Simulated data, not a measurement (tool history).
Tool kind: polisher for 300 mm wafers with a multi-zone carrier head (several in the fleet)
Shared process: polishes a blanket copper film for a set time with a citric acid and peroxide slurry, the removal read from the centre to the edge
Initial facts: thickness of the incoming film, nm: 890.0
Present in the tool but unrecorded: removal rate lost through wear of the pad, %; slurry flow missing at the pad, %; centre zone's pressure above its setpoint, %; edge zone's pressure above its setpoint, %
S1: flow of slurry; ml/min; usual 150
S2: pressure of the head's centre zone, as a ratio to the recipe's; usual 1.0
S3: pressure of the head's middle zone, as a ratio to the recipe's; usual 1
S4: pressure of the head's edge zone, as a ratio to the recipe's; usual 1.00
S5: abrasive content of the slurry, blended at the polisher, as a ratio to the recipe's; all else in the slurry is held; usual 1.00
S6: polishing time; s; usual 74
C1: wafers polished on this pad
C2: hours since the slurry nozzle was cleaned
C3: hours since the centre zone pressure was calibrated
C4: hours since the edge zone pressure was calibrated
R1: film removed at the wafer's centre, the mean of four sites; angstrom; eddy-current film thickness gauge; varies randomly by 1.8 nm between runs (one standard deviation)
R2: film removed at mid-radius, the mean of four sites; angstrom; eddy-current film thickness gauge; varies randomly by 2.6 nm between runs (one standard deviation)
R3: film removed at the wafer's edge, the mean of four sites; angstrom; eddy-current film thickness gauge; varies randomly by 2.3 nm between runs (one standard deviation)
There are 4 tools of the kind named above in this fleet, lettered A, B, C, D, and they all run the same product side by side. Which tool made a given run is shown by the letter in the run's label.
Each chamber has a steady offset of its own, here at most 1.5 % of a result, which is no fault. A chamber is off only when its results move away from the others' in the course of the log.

run   hour   S1   S2  S3    S4    S5  S6    C1     C2     C3      C4      R1      R2      R3
 1A    3.1  150  1.0   1  1.00  1.00  74   589  471.7  142.2   297.3  2335.6  2383.2  2355.9
 2D    7.5  150  1.0   1  1.00  1.00  74   294   56.7  253.6   250.5  2373.3  2361.5  2393.7
 3C   12.2  150  1.0   1  1.00  1.00  74   401   60.2  363.3  1315.6  2382.7  2347.8  2372.2
 4B   15.8  150  1.0   1  1.00  1.00  74   200  304.3  483.4   404.3  2391.3  2404.9  2354.8
 5D   20.7  150  1.0   1  1.00  1.00  74   440   69.9  266.8   263.7  2392.8  2388.4  2393.7
 6C   24.6  150  1.0   1  1.00  1.00  74   538   72.6  375.7  1328.0  2345.6  2388.2  2346.6
 7B   28.0  150  1.0   1  1.00  1.00  74   334  316.5  495.6   416.5  2331.9  2342.8  2304.4
      29.7  -- chamber D: worn pad replaced by a new one
 8A   32.3  150  1.0   1  1.00  1.00  74   910  500.9  171.4   326.5  2343.2  2340.7  2391.6
 9B   34.6  150  1.0   1  1.00  1.00  74   407  323.1  502.2   423.1  2298.2  2342.3  2341.1
10D   38.4  150  1.0   1  1.00  1.00  74    95   87.6  284.5   281.4  2376.5  2329.7  2408.3
      39.0  -- chamber A: worn pad replaced by a new one
11C   41.2  150  1.1   1  1.11  1.00  74   721   89.2  392.3  1344.6  2640.9  2379.4  2534.5
12A   45.5  150  1.1   1  1.11  1.00  74    72  514.1  184.6   339.7  2582.4  2369.3  2511.8
13C   49.4  150  1.1   1  1.11  1.00  74   811   97.4  400.5  1352.8  2599.8  2342.2  2511.3
14D   53.6  150  1.1   1  1.11  1.00  74   263  102.8  299.7   296.6  2612.3  2379.8  2514.9
15A   58.6  150  1.0   1  1.00  1.00  74   216  527.2  197.7   352.8  2352.4  2302.9  2376.9
16B   63.7  150  1.0   1  1.00  1.00  74   727  352.2  531.3   452.2  2288.3  2280.9  2286.2
17B   66.1  150  1.0   1  1.00  1.00  74   753  354.6  533.7   454.6  2250.8  2227.5  2317.5
18C   71.0  150  1.0   1  1.00  1.00  74  1048  119.0  422.1  1374.4  2379.3  2352.8  2394.7
19D   75.7  150  1.0   1  1.00  1.00  74   506  124.9  321.8   318.7  2382.5  2401.1  2397.6
      76.0  -- chamber B: worn pad replaced by a new one
20A   80.2  150  1.0   1  1.00  1.00  74   453  548.8  219.3   374.4  2320.0  2397.6  2396.3
      83.8  -- chamber D: worn pad replaced by a new one
21D   84.0  150  1.0   1  1.00  1.00  74     2  133.2  330.1   327.0  2391.3  2395.1  2442.5
      84.2  -- chamber C: edge zone pressure recalibrated
      87.7  -- chamber C: worn pad replaced by a new one
22C   89.3  150  1.0   1  1.00  1.00  74    18  137.3  440.4     5.2  2379.3  2378.8  2402.3
23B   94.7  150  1.0   1  1.00  1.00  74   206  383.2  562.3   483.2  2198.9  2186.5  2229.0
24A   99.3  150  1.0   1  1.00  1.00  74   663  567.9  238.4   393.5  2325.1  2354.3  2355.7
25B  101.6  150  1.0   1  1.08  1.15  74   282  390.1  569.2   490.1  2216.6  2259.0  2387.3
26A  105.2  150  1.0   1  1.08  1.15  74   728  573.8  244.3   399.4  2381.2  2402.4  2580.8

What goes on in this fleet: one chamber off, a drifting gauge, or nothing beyond the chambers' own small offsets? Name the chamber and the cause, if any.

One chamber, B, drifts off from the rest bit by bit.
Cause: slurry flow missing at the pad, % = 32.6.

Which of the 4 candidates below, each the usual settings with something changed and its results left as question marks, puts chamber B back in line with what the other chambers give on the usual settings?
In line here means within this much of the mean the other chambers give on the usual settings: R1 63.0 angstrom; R2 89.0 angstrom; R3 82.0 angstrom
27B-1  109.1  150  0.99  1.00  1.00  1.00  72                   ?   ?   ?
27B-2  109.1  145  0.98  0.99  1.01  1.00  69                   ?   ?   ?
27B-3  109.1  155  1.02  1.01  0.99  1.00  79                   ?   ?   ?
27B-4  109.1  150  1.01  1.00  1.00  1.00  76                   ?   ?   ?

Mean of the other chambers on the usual settings: R1 2367.1 angstrom; R2 2361.2 angstrom; R3 2382.0 angstrom
  run      R1      R2      R3
27B-1  2062.6  2104.4  2157.0
27B-2  1933.0  1979.5  2064.7
27B-3  2363.0  2350.6  2368.5
27B-4  2225.5  2221.1  2276.9
27B-3 is the one that brings the chamber's results back in line with the other chambers.

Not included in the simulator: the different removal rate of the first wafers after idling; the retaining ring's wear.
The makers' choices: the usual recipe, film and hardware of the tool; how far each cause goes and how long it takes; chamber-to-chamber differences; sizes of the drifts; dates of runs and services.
